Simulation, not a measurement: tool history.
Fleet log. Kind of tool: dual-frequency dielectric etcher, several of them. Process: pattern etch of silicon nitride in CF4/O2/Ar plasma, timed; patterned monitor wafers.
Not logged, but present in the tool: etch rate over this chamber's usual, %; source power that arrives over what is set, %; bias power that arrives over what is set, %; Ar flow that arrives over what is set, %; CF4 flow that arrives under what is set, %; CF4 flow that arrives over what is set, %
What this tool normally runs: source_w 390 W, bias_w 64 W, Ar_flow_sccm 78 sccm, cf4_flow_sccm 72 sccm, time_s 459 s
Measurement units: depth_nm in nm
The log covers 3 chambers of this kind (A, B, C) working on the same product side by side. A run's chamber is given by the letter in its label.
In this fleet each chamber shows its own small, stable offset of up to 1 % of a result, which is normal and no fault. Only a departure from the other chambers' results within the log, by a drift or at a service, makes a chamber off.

run	day	source_w	bias_w	Ar_flow_sccm	cf4_flow_sccm	time_s	hours since the last wet clean	hours since the last source power generator calibration	hours since the last bias power generator calibration	hours since the last Ar flow controller change	hours since the last CF4 flow controller change	read-back reference wafer on the same gauge, depth_nm	depth_nm
1C	0.179	390	64	78	72	459	83.3	914.6	146.9	1211.2	2411	668.79	763.35
2A	0.504	390	64	78	72	459	238.9	4021.6	886.7	833.5	5583.9	668.62	774.85
3B	0.788	390	64	78	72	459	217.4	1734.5	3312.3	2281.8	3326	668.73	769.18
4B	0.988	390	64	78	72	459	222.2	1739.3	3317.1	2286.6	3330.8	668.4	773.4
5A	1.229	390	64	78	72	543.5	256.3	4039	904.1	850.9	5601.3	669.35	917.72
6C	1.504	390	64	78	72	543.5	115.1	946.4	178.7	1243	2442.8	668.98	904.47
7B	1.85	390	64	78	72	543.5	242.9	1760	3337.8	2307.3	3351.5	668.87	917.71
8C	2.117	390	64	78	72	459	129.8	961.1	193.4	1257.7	2457.5	669.26	756.35
9A	2.317	390	64	78	72	459	282.4	4065.1	930.2	877	5627.4	668.82	770.41
10C	2.696	390	64	78	72	459	143.7	975	207.3	1271.6	2471.4	669.15	764.16
11B	2.929	390	64	78	72	459	268.8	1785.9	3363.7	2333.2	3377.4	669.03	769.91
12A	3.121	390	64	78	72	459	301.7	4084.4	949.5	896.3	5646.7	669.04	770.63
13B	3.367	390	64	78	72	459	279.3	1796.4	3374.2	2343.7	3387.9	669.38	771.36
14A	3.567	390	64	78	72	459	312.4	4095.1	960.2	907	5657.4	668.96	773.87
15C	3.8	390	64	78	72	459	170.2	1001.5	233.8	1298.1	2497.9	669.1	766.34
16A	3.988	390	64	78	72	459	322.5	4105.2	970.3	917.1	5667.5	669.86	770.32
17B	4.179	390	64	78	72	459	298.8	1815.9	3393.7	2363.2	3407.4	668.9	772.33
18C	4.492	390	64	78	72	459	186.8	1018.1	250.4	1314.7	2514.5	669.67	758.65
19A	4.808	390	64	78	72	459	342.2	4124.9	990	936.8	5687.2	668.53	773.73
20B	5.033	390	64	78	72	459	319.3	1836.4	3414.2	2383.7	3427.9	669.59	770.54

Each of the 3 chambers runs these same settings next. Fill in every chamber's results:
21A	5.308	390	64	71	72	459							?
21B	5.308	390	64	71	72	459							?
21C	5.308	390	64	71	72	459							?

run	depth_nm
21A	784.87
21B	779.07
21C	769.88

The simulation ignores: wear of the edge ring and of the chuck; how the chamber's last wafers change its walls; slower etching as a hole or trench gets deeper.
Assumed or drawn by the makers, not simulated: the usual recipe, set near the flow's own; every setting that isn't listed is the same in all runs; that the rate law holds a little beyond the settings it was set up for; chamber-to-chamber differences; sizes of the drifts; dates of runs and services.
